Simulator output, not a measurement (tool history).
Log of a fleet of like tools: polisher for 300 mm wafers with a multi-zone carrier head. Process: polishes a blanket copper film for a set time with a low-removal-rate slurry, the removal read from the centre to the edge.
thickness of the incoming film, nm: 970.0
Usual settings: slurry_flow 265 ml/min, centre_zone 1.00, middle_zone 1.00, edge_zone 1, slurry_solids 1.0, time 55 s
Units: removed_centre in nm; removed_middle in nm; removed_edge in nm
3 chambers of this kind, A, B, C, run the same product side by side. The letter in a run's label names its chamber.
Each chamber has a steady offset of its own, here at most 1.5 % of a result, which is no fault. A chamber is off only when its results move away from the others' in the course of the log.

Run 1A, hour 11.1: usual settings. Result: removed_centre 86.537 nm, removed_middle 85.953 nm, removed_edge 85.962 nm.
At hour 13.5: chamber C: worn pad replaced by a new one.
Run 2C, hour 19.9: usual settings. Result: removed_centre 87.637 nm, removed_middle 84.162 nm, removed_edge 86.241 nm.
Run 3B, hour 30.5: usual settings. Result: removed_centre 86.053 nm, removed_middle 84.196 nm, removed_edge 86.907 nm.
Run 4B, hour 37.8: usual settings. Result: removed_centre 85.270 nm, removed_middle 83.788 nm, removed_edge 86.248 nm.
Run 5C, hour 44.3: usual settings. Result: removed_centre 87.098 nm, removed_middle 87.257 nm, removed_edge 85.633 nm.
Run 6A, hour 51.7: usual settings. Result: removed_centre 87.667 nm, removed_middle 89.454 nm, removed_edge 85.463 nm.
Run 7A, hour 59.9: usual settings. Result: removed_centre 87.228 nm, removed_middle 86.166 nm, removed_edge 85.012 nm.
Run 8B, hour 67.9: usual settings. Result: removed_centre 84.681 nm, removed_middle 86.041 nm, removed_edge 84.785 nm.
Run 9C, hour 76.3: usual settings. Result: removed_centre 86.925 nm, removed_middle 85.272 nm, removed_edge 86.797 nm.
At hour 85.3: chamber A: worn pad replaced by a new one.
Run 10C, hour 88.3: usual settings. Result: removed_centre 86.537 nm, removed_middle 83.301 nm, removed_edge 85.395 nm.
Run 11B, hour 100.8: usual settings. Result: removed_centre 83.936 nm, removed_middle 83.971 nm, removed_edge 84.558 nm.
At hour 101.7: chamber C: worn pad replaced by a new one.
Run 12A, hour 106.4: usual settings. Result: removed_centre 86.656 nm, removed_middle 87.446 nm, removed_edge 85.681 nm.
Run 13C, hour 119.0: usual settings but centre_zone 1.04, slurry_solids 1.2. Result: removed_centre 94.506 nm, removed_middle 88.711 nm, removed_edge 89.921 nm.
Run 14A, hour 125.1: usual settings but centre_zone 1.04, slurry_solids 1.2. Result: removed_centre 96.552 nm, removed_middle 91.842 nm, removed_edge 89.085 nm.
At hour 126.3: chamber A: centre zone pressure recalibrated.
Run 15B, hour 134.6: usual settings but centre_zone 1.04, slurry_solids 1.2. Result: removed_centre 93.006 nm, removed_middle 87.030 nm, removed_edge 89.837 nm.
Run 16B, hour 146.3: usual settings. Result: removed_centre 84.051 nm, removed_middle 84.233 nm, removed_edge 87.223 nm.
At hour 152.7: chamber A: slurry nozzle cleaned.
At hour 155.7: chamber B: slurry nozzle cleaned.
Run 17A, hour 157.1: usual settings. Result: removed_centre 88.343 nm, removed_middle 87.843 nm, removed_edge 86.685 nm.
Run 18C, hour 165.5: usual settings. Result: removed_centre 86.492 nm, removed_middle 85.887 nm, removed_edge 86.461 nm.
Run 19C, hour 171.7: usual settings. Result: removed_centre 86.935 nm, removed_middle 82.720 nm, removed_edge 85.894 nm.
Run 20A, hour 180.7: usual settings but middle_zone 1.09. Result: removed_centre 87.563 nm, removed_middle 93.819 nm, removed_edge 88.374 nm.
Run 21B, hour 187.4: usual settings but middle_zone 1.09. Result: removed_centre 84.935 nm, removed_middle 89.397 nm, removed_edge 84.006 nm.
Run 22B, hour 197.2: usual settings but middle_zone 1.09. Result: removed_centre 82.940 nm, removed_middle 91.097 nm, removed_edge 84.769 nm.
At hour 205.4: chamber A: worn pad replaced by a new one.
Run 23A, hour 205.5: usual settings. Result: removed_centre 87.242 nm, removed_middle 87.041 nm, removed_edge 86.179 nm.
At hour 213.7: chamber C: worn pad replaced by a new one.
Run 24C, hour 215.3: usual settings. Result: removed_centre 87.584 nm, removed_middle 86.952 nm, removed_edge 87.936 nm.
Run 25A, hour 221.9: usual settings. Result: removed_centre 88.618 nm, removed_middle 89.523 nm, removed_edge 87.311 nm.
Run 26C, hour 230.1: usual settings. Result: removed_centre 86.541 nm, removed_middle 87.273 nm, removed_edge 86.381 nm.
Run 27B, hour 236.7: usual settings but centre_zone 0.91. Result: removed_centre 74.867 nm, removed_middle 79.949 nm, removed_edge 82.960 nm.
Run 28A, hour 242.9: usual settings but centre_zone 0.91. Result: removed_centre 79.139 nm, removed_middle 88.510 nm, removed_edge 85.199 nm.
Run 29B, hour 253.8: usual settings but centre_zone 0.91. Result: removed_centre 73.317 nm, removed_middle 79.581 nm, removed_edge 81.642 nm.
Run 30C, hour 263.1: usual settings. Result: removed_centre 87.038 nm, removed_middle 84.757 nm, removed_edge 87.383 nm.
Run 31B, hour 270.1: usual settings. Result: removed_centre 79.981 nm, removed_middle 80.608 nm, removed_edge 83.133 nm.
At hour 273.5: chamber C: centre zone pressure recalibrated.
Run 32C, hour 280.1: usual settings but time 39 s. Result: removed_centre 60.923 nm, removed_middle 60.967 nm, removed_edge 61.669 nm.
Run 33A, hour 286.9: usual settings but time 39 s. Result: removed_centre 62.170 nm, removed_middle 62.123 nm, removed_edge 61.121 nm.
Run 34A, hour 294.7: usual settings but time 39 s. Result: removed_centre 62.755 nm, removed_middle 60.598 nm, removed_edge 62.085 nm.
At hour 301.0: chamber C: worn pad replaced by a new one.
Run 35B, hour 304.2: usual settings. Result: removed_centre 79.741 nm, removed_middle 79.577 nm, removed_edge 79.572 nm.
Run 36C, hour 312.4: usual settings. Result: removed_centre 86.031 nm, removed_middle 86.464 nm, removed_edge 85.805 nm.
Run 37C, hour 321.3: usual settings. Result: removed_centre 88.381 nm, removed_middle 85.830 nm, removed_edge 86.466 nm.
Run 38B, hour 327.9: usual settings. Result: removed_centre 78.413 nm, removed_middle 76.258 nm, removed_edge 77.569 nm.
Run 39A, hour 335.3: usual settings. Result: removed_centre 88.592 nm, removed_middle 88.498 nm, removed_edge 86.251 nm.

All 3 chambers run these settings next. Forecast each chamber's results:
Run 40A, hour 344.5: usual settings. Result: removed_centre ?, removed_middle ?, removed_edge ?.
Run 40B, hour 344.5: usual settings. Result: removed_centre ?, removed_middle ?, removed_edge ?.
Run 40C, hour 344.5: usual settings. Result: removed_centre ?, removed_middle ?, removed_edge ?.

run  removed_centre  removed_middle  removed_edge
40A          89.138          87.330        87.118
40B          76.117          76.118        78.913
40C          87.325          83.245        86.627

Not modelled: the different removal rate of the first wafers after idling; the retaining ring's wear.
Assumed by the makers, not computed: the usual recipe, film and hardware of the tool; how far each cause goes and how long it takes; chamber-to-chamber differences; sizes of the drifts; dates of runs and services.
